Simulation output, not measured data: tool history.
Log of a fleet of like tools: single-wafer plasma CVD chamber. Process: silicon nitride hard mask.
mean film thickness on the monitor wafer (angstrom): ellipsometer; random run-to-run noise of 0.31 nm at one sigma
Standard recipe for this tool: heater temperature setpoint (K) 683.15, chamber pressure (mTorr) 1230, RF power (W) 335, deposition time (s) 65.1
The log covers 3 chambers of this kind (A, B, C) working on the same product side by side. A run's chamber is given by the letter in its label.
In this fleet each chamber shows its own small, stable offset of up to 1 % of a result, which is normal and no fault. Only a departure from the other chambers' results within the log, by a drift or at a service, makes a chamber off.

| run | hour | heater temperature setpoint (K) | chamber pressure (mTorr) | RF power (W) | deposition time (s) | read-back reference wafer on the same gauge, thickness_nm | mean film thickness on the monitor wafer (angstrom) |
|---|---|---|---|---|---|---|---|
| 1A | 15.2 | 683.15 | 1230 | 335 | 65.1 | 84.302 | 741.80 |
| 2B | 26.0 | 683.15 | 1230 | 335 | 65.1 | 84.325 | 731.92 |
| 3C | 42.2 | 683.15 | 1230 | 335 | 65.1 | 84.288 | 730.76 |
| 4B | 51.1 | 683.15 | 1230 | 335 | 65.1 | 84.284 | 736.17 |
| 5A | 59.3 | 683.15 | 1230 | 335 | 65.1 | 84.260 | 744.11 |
| 6C | 73.0 | 683.15 | 1230 | 335 | 65.1 | 84.261 | 735.44 |
| 7C | 84.3 | 683.15 | 1230 | 335 | 65.1 | 84.237 | 733.01 |
| 8B | 92.6 | 683.15 | 1230 | 335 | 65.1 | 84.167 | 733.67 |
| 9A | 103.4 | 683.15 | 1230 | 335 | 65.1 | 84.373 | 740.65 |
| 10C | 115.3 | 683.15 | 1230 | 335 | 65.1 | 84.179 | 732.80 |
| 11A | 127.4 | 683.15 | 1230 | 335 | 65.1 | 84.300 | 734.97 |
| 12B | 139.3 | 683.15 | 1230 | 335 | 65.1 | 84.363 | 737.27 |
| 13A | 146.7 | 683.15 | 1230 | 335 | 65.1 | 84.283 | 734.07 |
| 14C | 158.1 | 683.15 | 1230 | 335 | 65.1 | 84.253 | 739.36 |
| 15B | 169.7 | 683.15 | 1230 | 335 | 65.1 | 84.341 | 734.07 |
| 16B | 178.9 | 683.15 | 1230 | 335 | 65.1 | 84.316 | 738.04 |
|  | 184.6 | chamber A: capacitance manometer re-zeroed and calibrated |
| 17A | 189.6 | 683.15 | 1500 | 335 | 75.1 | 84.252 | 901.18 |
| 18C | 199.8 | 683.15 | 1500 | 335 | 75.1 | 84.387 | 901.65 |
| 19C | 207.4 | 683.15 | 1500 | 335 | 75.1 | 84.297 | 903.88 |
| 20B | 219.5 | 683.15 | 1230 | 335 | 65.1 | 84.258 | 732.37 |
| 21A | 230.4 | 683.15 | 1230 | 335 | 65.1 | 84.313 | 730.05 |
| 22C | 241.2 | 683.15 | 1230 | 335 | 65.1 | 84.297 | 738.80 |
| 23B | 251.3 | 683.15 | 1230 | 335 | 65.1 | 84.315 | 729.05 |
| 24A | 266.3 | 683.15 | 1230 | 335 | 65.1 | 84.377 | 727.50 |
|  | 278.2 | chamber C: RF generator calibrated |
| 25C | 281.7 | 683.15 | 1230 | 335 | 65.1 | 84.352 | 735.65 |
| 26A | 296.5 | 683.15 | 1230 | 335 | 65.1 | 84.346 | 729.30 |
| 27B | 306.3 | 683.15 | 1230 | 335 | 65.1 | 84.269 | 730.23 |
| 28B | 320.0 | 683.15 | 1230 | 335 | 65.1 | 84.256 | 739.46 |
| 29A | 336.3 | 691.15 | 1230 | 335 | 76.8 | 84.285 | 851.25 |
| 30C | 352.5 | 691.15 | 1230 | 335 | 76.8 | 84.352 | 870.63 |
| 31B | 368.1 | 691.15 | 1230 | 335 | 76.8 | 84.261 | 863.50 |
| 32C | 382.9 | 683.15 | 1230 | 335 | 65.1 | 84.344 | 739.04 |
| 33A | 390.1 | 683.15 | 1230 | 335 | 65.1 | 84.369 | 719.04 |
| 34C | 404.6 | 683.15 | 1230 | 335 | 65.1 | 84.340 | 738.72 |
| 35B | 419.3 | 683.15 | 1230 | 335 | 65.1 | 84.336 | 738.01 |
| 36A | 433.8 | 683.15 | 1130 | 395 | 65.1 | 84.259 | 772.78 |
| 37C | 445.3 | 683.15 | 1130 | 395 | 65.1 | 84.256 | 795.50 |
| 38B | 457.7 | 683.15 | 1130 | 395 | 65.1 | 84.271 | 785.85 |
| 39A | 467.5 | 683.15 | 1230 | 335 | 65.1 | 84.301 | 713.69 |
|  | 476.1 | chamber B: thermocouple changed; heater temperature recalibrated |
| 40A | 483.7 | 683.15 | 1230 | 335 | 65.1 | 84.306 | 707.85 |
| 41B | 497.3 | 683.15 | 1230 | 335 | 65.1 | 84.289 | 731.81 |

For the next run the whole fleet of 3 chambers uses the same settings. Give each chamber's results:
| 42A | 509.0 | 683.15 | 1230 | 335 | 65.1 |  | ? |
| 42B | 509.0 | 683.15 | 1230 | 335 | 65.1 |  | ? |
| 42C | 509.0 | 683.15 | 1230 | 335 | 65.1 |  | ? |

| run | mean film thickness on the monitor wafer (angstrom) |
|---|---|
| 42A | 713.11 |
| 42B | 737.98 |
| 42C | 731.77 |
